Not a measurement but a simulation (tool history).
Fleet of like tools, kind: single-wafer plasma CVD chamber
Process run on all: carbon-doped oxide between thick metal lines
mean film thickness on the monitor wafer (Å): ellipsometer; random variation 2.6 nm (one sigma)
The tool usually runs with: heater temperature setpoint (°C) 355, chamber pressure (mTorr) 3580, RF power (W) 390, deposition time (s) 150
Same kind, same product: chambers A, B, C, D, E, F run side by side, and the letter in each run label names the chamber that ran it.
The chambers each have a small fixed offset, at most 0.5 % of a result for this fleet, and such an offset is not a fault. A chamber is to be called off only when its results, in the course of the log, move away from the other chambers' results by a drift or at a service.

| run | hour | heater temperature setpoint (°C) | chamber pressure (mTorr) | RF power (W) | deposition time (s) | read-back reference wafer on the same gauge, thickness_nm | mean film thickness on the monitor wafer (Å) |
|---|---|---|---|---|---|---|---|
|  | 3.7 | chamber A: RF generator calibrated |
| 1D | 5.3 | 355 | 3580 | 390 | 150 | 605.25 | 6018.6 |
| 2B | 10.9 | 355 | 3580 | 390 | 150 | 604.65 | 6006.4 |
| 3F | 16.6 | 355 | 3580 | 390 | 150 | 604.21 | 5983.4 |
| 4A | 21.7 | 355 | 3580 | 390 | 150 | 605.12 | 6033.0 |
| 5C | 25.4 | 355 | 3580 | 390 | 150 | 604.92 | 5997.8 |
| 6E | 32.0 | 355 | 3580 | 390 | 150 | 605.42 | 5970.5 |
| 7E | 38.9 | 355 | 3580 | 335 | 150 | 604.89 | 5293.8 |
| 8F | 45.9 | 355 | 3580 | 335 | 150 | 605.11 | 5306.2 |
| 9C | 49.2 | 355 | 3580 | 335 | 150 | 604.99 | 5332.4 |
| 10D | 55.3 | 355 | 3580 | 335 | 150 | 604.72 | 5364.0 |
| 11A | 58.4 | 355 | 3580 | 335 | 150 | 605.26 | 5389.5 |
| 12B | 64.1 | 355 | 3580 | 335 | 150 | 605.04 | 5347.9 |
| 13B | 68.9 | 355 | 3580 | 390 | 150 | 605.63 | 6004.5 |
| 14D | 73.1 | 355 | 3580 | 390 | 150 | 605.93 | 6007.4 |
| 15C | 76.8 | 355 | 3580 | 390 | 150 | 605.64 | 5997.8 |
| 16F | 83.6 | 355 | 3580 | 390 | 150 | 604.70 | 5956.7 |
| 17E | 87.5 | 355 | 3580 | 390 | 150 | 605.06 | 5909.2 |
| 18A | 94.0 | 344 | 3580 | 390 | 150 | 605.69 | 6181.8 |
| 19B | 98.5 | 344 | 3580 | 390 | 150 | 605.53 | 6158.0 |
| 20A | 102.1 | 344 | 3580 | 390 | 150 | 604.89 | 6224.1 |
| 21F | 106.3 | 344 | 3580 | 390 | 150 | 605.04 | 6175.5 |
| 22E | 110.5 | 344 | 3580 | 390 | 150 | 604.97 | 6147.4 |
| 23D | 114.5 | 344 | 3580 | 390 | 150 | 605.38 | 6196.0 |
| 24C | 119.6 | 355 | 3580 | 390 | 150 | 604.81 | 6016.1 |
| 25A | 125.9 | 361 | 3280 | 390 | 150 | 605.32 | 5838.4 |
| 26B | 131.2 | 361 | 3280 | 390 | 150 | 604.96 | 5873.4 |
| 27D | 135.9 | 361 | 3280 | 390 | 150 | 605.01 | 5848.6 |
| 28E | 141.9 | 361 | 3280 | 390 | 150 | 604.94 | 5824.6 |
| 29F | 145.5 | 361 | 3280 | 390 | 150 | 605.09 | 5800.8 |
| 30C | 150.8 | 361 | 3280 | 390 | 150 | 605.06 | 5858.5 |
| 31F | 154.9 | 355 | 3580 | 390 | 150 | 604.55 | 6022.7 |
| 32D | 159.7 | 355 | 3580 | 390 | 150 | 604.95 | 6039.2 |
| 33B | 166.3 | 355 | 3580 | 390 | 150 | 605.04 | 6010.7 |
|  | 169.1 | chamber C: RF generator calibrated |
| 34C | 172.5 | 355 | 3580 | 390 | 150 | 604.78 | 6025.6 |
| 35A | 177.1 | 355 | 3580 | 390 | 150 | 605.03 | 6018.1 |
| 36E | 181.2 | 355 | 3580 | 390 | 150 | 604.66 | 5917.3 |
| 37E | 185.8 | 355 | 2800 | 415 | 150 | 604.25 | 6127.5 |

Which is it: a chamber that has drifted or been left off by a service, a gauge drift common to all chambers, or only each chamber's usual small offset? If a chamber is off, name it and its likeliest cause.

The fleet is healthy, with each chamber sitting at its usual small offset and no drift in the gauge.

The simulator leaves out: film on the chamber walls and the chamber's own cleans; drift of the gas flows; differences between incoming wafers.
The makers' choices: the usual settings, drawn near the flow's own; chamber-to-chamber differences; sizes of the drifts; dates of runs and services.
